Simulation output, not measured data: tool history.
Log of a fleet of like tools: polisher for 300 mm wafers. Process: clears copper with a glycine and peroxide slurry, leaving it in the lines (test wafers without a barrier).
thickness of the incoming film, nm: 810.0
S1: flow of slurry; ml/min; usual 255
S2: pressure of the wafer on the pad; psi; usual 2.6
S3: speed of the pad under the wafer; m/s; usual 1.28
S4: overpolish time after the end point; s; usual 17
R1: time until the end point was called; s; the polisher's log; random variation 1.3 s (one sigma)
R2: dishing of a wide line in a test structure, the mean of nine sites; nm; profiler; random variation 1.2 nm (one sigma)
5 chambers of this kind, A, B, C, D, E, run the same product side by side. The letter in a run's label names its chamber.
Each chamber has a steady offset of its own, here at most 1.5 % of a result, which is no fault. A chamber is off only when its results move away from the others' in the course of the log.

Run 1D, hour 6.3: usual settings. Result: R1 130.12 s, R2 62.126 nm.
Run 2A, hour 17.6: usual settings. Result: R1 132.54 s, R2 65.07 nm.
Run 3E, hour 23.4: usual settings. Result: R1 131.59 s, R2 62.304 nm.
Run 4B, hour 29.4: usual settings. Result: R1 131.74 s, R2 61.958 nm.
At hour 34: chamber C: slurry nozzle cleaned.
At hour 36: chamber B: worn pad replaced by a new one.
Run 5C, hour 36.3: usual settings but S1 190 ml/min, S3 1.02 m/s. Result: R1 164.03 s, R2 52.522 nm.
Run 6B, hour 44.1: usual settings but S1 190 ml/min, S3 1.02 m/s. Result: R1 160.32 s, R2 54.31 nm.
Run 7D, hour 49.6: usual settings but S1 190 ml/min, S3 1.02 m/s. Result: R1 159.38 s, R2 55.101 nm.
Run 8C, hour 59: usual settings but S1 190 ml/min, S3 1.02 m/s. Result: R1 166.35 s, R2 52.51 nm.
At hour 60.4: chamber A: slurry nozzle cleaned.
Run 9A, hour 70.1: usual settings but S1 190 ml/min, S3 1.02 m/s. Result: R1 163.72 s, R2 54.531 nm.
At hour 73.7: chamber E: head pressure recalibrated.
Run 10E, hour 78.5: usual settings. Result: R1 129.31 s, R2 62.03 nm.
At hour 79.2: chamber A: worn pad replaced by a new one.
At hour 79.9: chamber D: slurry nozzle cleaned.
Run 11C, hour 85.1: usual settings but S2 2.3 psi. Result: R1 146.53 s, R2 57.929 nm.
At hour 88.3: chamber C: worn pad replaced by a new one.
Run 12A, hour 90.9: usual settings but S2 2.3 psi. Result: R1 145.71 s, R2 58.317 nm.
Run 13E, hour 98.8: usual settings but S2 2.3 psi. Result: R1 146.41 s, R2 57.276 nm.
At hour 104.3: chamber B: slurry nozzle cleaned.
Run 14D, hour 107.3: usual settings but S2 2.3 psi. Result: R1 147.58 s, R2 56.473 nm.
At hour 112: chamber E: worn pad replaced by a new one.
Run 15B, hour 117.1: usual settings but S2 2.3 psi. Result: R1 142.89 s, R2 57.771 nm.
Run 16B, hour 123.7: usual settings. Result: R1 131.59 s, R2 61.071 nm.
Run 17D, hour 134.3: usual settings. Result: R1 132.88 s, R2 61.553 nm.
Run 18A, hour 141.5: usual settings. Result: R1 129.03 s, R2 63.399 nm.
Run 19E, hour 152.2: usual settings. Result: R1 129.81 s, R2 62.211 nm.
Run 20C, hour 162.2: usual settings. Result: R1 129.63 s, R2 64.528 nm.
Run 21A, hour 172.5: usual settings. Result: R1 132.21 s, R2 63.824 nm.
Run 22E, hour 181.2: usual settings. Result: R1 131.56 s, R2 62.616 nm.
Run 23C, hour 190.7: usual settings. Result: R1 129.75 s, R2 62.861 nm.
Run 24D, hour 197.8: usual settings. Result: R1 134.08 s, R2 60.474 nm.
Run 25B, hour 204.9: usual settings. Result: R1 129.78 s, R2 64.493 nm.
Run 26E, hour 211.8: usual settings. Result: R1 130.56 s, R2 61.223 nm.
Run 27D, hour 221.3: usual settings. Result: R1 135.01 s, R2 61.637 nm.
At hour 227.6: chamber D: head pressure recalibrated.
Run 28B, hour 232.7: usual settings. Result: R1 130.52 s, R2 63.756 nm.
Run 29A, hour 238.2: usual settings. Result: R1 132.06 s, R2 63.981 nm.
Run 30C, hour 246.3: usual settings. Result: R1 131.14 s, R2 65.212 nm.
Run 31A, hour 254.5: usual settings. Result: R1 128.76 s, R2 61.644 nm.
Run 32C, hour 266.1: usual settings. Result: R1 132.24 s, R2 62.471 nm.
Run 33D, hour 276.1: usual settings. Result: R1 142.3 s, R2 58.487 nm.

Is one chamber off against the others, does the gauge drift, or is nothing wrong? If a chamber is off, say which, and what the likeliest cause is.

Chamber D drifts away from the others.
Cause: removal rate lost through wear of the pad, % = 8.49.

Here are 4 candidates for chamber D's next run, each the usual settings with a change, their results left as question marks. Which one brings its results back in line with what the others give on the usual settings?
In line means no further than this from the other chambers' mean on the usual settings: R1 4.7 s; R2 4.1 nm
Run 34D-1, hour 285.1: usual settings but S2 2.7 psi, S3 1.34 m/s. Result: R1 ?, R2 ?.
Run 34D-2, hour 285.1: usual settings but S1 250 ml/min, S2 2.4 psi, S3 1.16 m/s. Result: R1 ?, R2 ?.
Run 34D-3, hour 285.1: usual settings but S1 260 ml/min, S2 2.8 psi, S3 1.4 m/s. Result: R1 ?, R2 ?.
Run 34D-4, hour 285.1: usual settings but S2 2.5 psi, S3 1.22 m/s. Result: R1 ?, R2 ?.

The other chambers' mean on the usual settings: R1 130.99 s; R2 62.809 nm
  run      R1      R2
34D-1  132.11  62.492
34D-2  165.58  52.576
34D-3  122.91  65.906
34D-4  153.01  55.906
34D-1 brings the chamber back in line.
